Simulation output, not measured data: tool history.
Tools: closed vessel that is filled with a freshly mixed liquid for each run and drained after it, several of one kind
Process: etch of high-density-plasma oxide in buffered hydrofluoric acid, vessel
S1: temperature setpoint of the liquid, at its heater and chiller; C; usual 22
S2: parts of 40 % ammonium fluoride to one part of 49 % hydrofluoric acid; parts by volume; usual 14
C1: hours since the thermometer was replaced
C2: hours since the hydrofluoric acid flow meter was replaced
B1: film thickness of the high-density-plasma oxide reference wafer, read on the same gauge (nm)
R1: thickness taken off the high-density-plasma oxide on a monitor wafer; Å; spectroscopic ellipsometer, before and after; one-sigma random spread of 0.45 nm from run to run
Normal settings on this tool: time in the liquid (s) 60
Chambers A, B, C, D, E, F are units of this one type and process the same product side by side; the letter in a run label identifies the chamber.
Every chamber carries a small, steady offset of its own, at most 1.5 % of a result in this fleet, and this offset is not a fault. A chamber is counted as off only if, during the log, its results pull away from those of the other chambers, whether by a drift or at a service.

Run 1D, hour 4.8: usual settings; C1 1282.7; C2 396; B1 129.98. Result: R1 484.27 Å.
Run 2E, hour 9: usual settings; C1 2121.2; C2 1307.3; B1 130.01. Result: R1 478.31 Å.
Run 3B, hour 11.6: usual settings; C1 879.1; C2 196.5; B1 129.96. Result: R1 472.14 Å.
Run 4A, hour 15.1: usual settings; C1 979.5; C2 68.1; B1 130.01. Result: R1 484.83 Å.
Run 5C, hour 18.9: usual settings; C1 614.7; C2 19.2; B1 129.98. Result: R1 487.22 Å.
Run 6F, hour 22: usual settings; C1 843.5; C2 807.4; B1 130.01. Result: R1 480 Å.
At hour 26.4: chamber D: hydrofluoric acid flow meter replaced.
Run 7F, hour 26.8: usual settings; C1 848.3; C2 812.2; B1 130.01. Result: R1 473.97 Å.
Run 8B, hour 31.8: usual settings; C1 899.3; C2 216.7; B1 130. Result: R1 479.16 Å.
Run 9C, hour 35.5: usual settings; C1 631.3; C2 35.8; B1 129.99. Result: R1 482.14 Å.
Run 10E, hour 38.4: usual settings but S1 17 C, S2 18 parts by volume; C1 2150.6; C2 1336.7; B1 129.99. Result: R1 280.96 Å.
Run 11A, hour 42.6: usual settings but S1 17 C, S2 18 parts by volume; C1 1007; C2 95.6; B1 130.01. Result: R1 285.12 Å.
At hour 44: chamber E: hydrofluoric acid flow meter replaced.
Run 12D, hour 45.4: usual settings but S1 17 C, S2 18 parts by volume; C1 1323.3; C2 19; B1 129.98. Result: R1 286.81 Å.
Run 13D, hour 48.2: usual settings but S1 17 C, S2 18 parts by volume; C1 1326.1; C2 21.8; B1 129.96. Result: R1 281.68 Å.
Run 14A, hour 53: usual settings but S1 17 C, S2 18 parts by volume; C1 1017.4; C2 106; B1 129.96. Result: R1 286.91 Å.
Run 15B, hour 55.9: usual settings but S1 17 C, S2 18 parts by volume; C1 923.4; C2 240.8; B1 130.02. Result: R1 278.9 Å.
Run 16C, hour 58.1: usual settings; C1 653.9; C2 58.4; B1 130.01. Result: R1 482.42 Å.
Run 17F, hour 61: usual settings; C1 882.5; C2 846.4; B1 129.99. Result: R1 477.38 Å.
Run 18E, hour 65.6: usual settings; C1 2177.8; C2 21.7; B1 129.99. Result: R1 488.7 Å.
Run 19A, hour 69.2: usual settings; C1 1033.6; C2 122.2; B1 130.04. Result: R1 480.37 Å.
Run 20D, hour 71.8: usual settings; C1 1349.7; C2 45.4; B1 130.02. Result: R1 482.71 Å.
Run 21F, hour 75.6: usual settings; C1 897.1; C2 861; B1 130. Result: R1 479.17 Å.
Run 22E, hour 78.6: usual settings; C1 2190.8; C2 34.7; B1 129.98. Result: R1 474.9 Å.
Run 23C, hour 81: usual settings; C1 676.8; C2 81.3; B1 129.98. Result: R1 492.72 Å.
Run 24B, hour 83.8: usual settings; C1 951.3; C2 268.7; B1 129.98. Result: R1 477.74 Å.
Run 25B, hour 86.8: usual settings; C1 954.3; C2 271.7; B1 130.01. Result: R1 473.8 Å.
Run 26A, hour 90.9: usual settings; C1 1055.3; C2 143.9; B1 129.98. Result: R1 479.53 Å.
Run 27C, hour 95.6: usual settings; C1 691.4; C2 95.9; B1 129.99. Result: R1 475.55 Å.
Run 28D, hour 98.1: usual settings; C1 1376; C2 71.7; B1 130.01. Result: R1 475.73 Å.
Run 29E, hour 101: usual settings; C1 2213.2; C2 57.1; B1 130.01. Result: R1 479.52 Å.
Run 30F, hour 105.2: usual settings but S1 18.5 C; C1 926.7; C2 890.6; B1 130. Result: R1 401.48 Å.
Run 31C, hour 110.3: usual settings but S1 18.5 C; C1 706.1; C2 110.6; B1 129.99. Result: R1 394.43 Å.
Run 32A, hour 113.9: usual settings but S1 18.5 C; C1 1078.3; C2 166.9; B1 129.99. Result: R1 397.15 Å.
Run 33B, hour 116.3: usual settings but S1 18.5 C; C1 983.8; C2 301.2; B1 129.98. Result: R1 395.36 Å.
Run 34D, hour 120.8: usual settings but S1 18.5 C; C1 1398.7; C2 94.4; B1 130. Result: R1 395.68 Å.
Run 35F, hour 125.1: usual settings but S1 18.5 C; C1 946.6; C2 910.5; B1 129.98. Result: R1 397.57 Å.
Run 36E, hour 129.8: usual settings; C1 2242; C2 85.9; B1 130. Result: R1 475.93 Å.
Run 37F, hour 133.9: usual settings; C1 955.4; C2 919.3; B1 130.02. Result: R1 474.57 Å.
At hour 137.2: chamber E: thermometer replaced.
Run 38C, hour 137.4: usual settings; C1 733.2; C2 137.7; B1 129.99. Result: R1 480.67 Å.
Run 39A, hour 142.2: usual settings but S2 18 parts by volume; C1 1106.6; C2 195.2; B1 130. Result: R1 370.85 Å.
Run 40E, hour 146.5: usual settings but S2 18 parts by volume; C1 9.4; C2 102.6; B1 129.99. Result: R1 369.68 Å.

For the next run the whole fleet of 6 chambers uses the same settings. Give each chamber's results:
Run 41A, hour 150.2: usual settings but S2 16 parts by volume. Result: R1 ?.
Run 41B, hour 150.2: usual settings but S2 16 parts by volume. Result: R1 ?.
Run 41C, hour 150.2: usual settings but S2 16 parts by volume. Result: R1 ?.
Run 41D, hour 150.2: usual settings but S2 16 parts by volume. Result: R1 ?.
Run 41E, hour 150.2: usual settings but S2 16 parts by volume. Result: R1 ?.
Run 41F, hour 150.2: usual settings but S2 16 parts by volume. Result: R1 ?.

run      R1
41A  423.38
41B  420.06
41C  426.88
41D  412.51
41E  413.86
41F  420.75
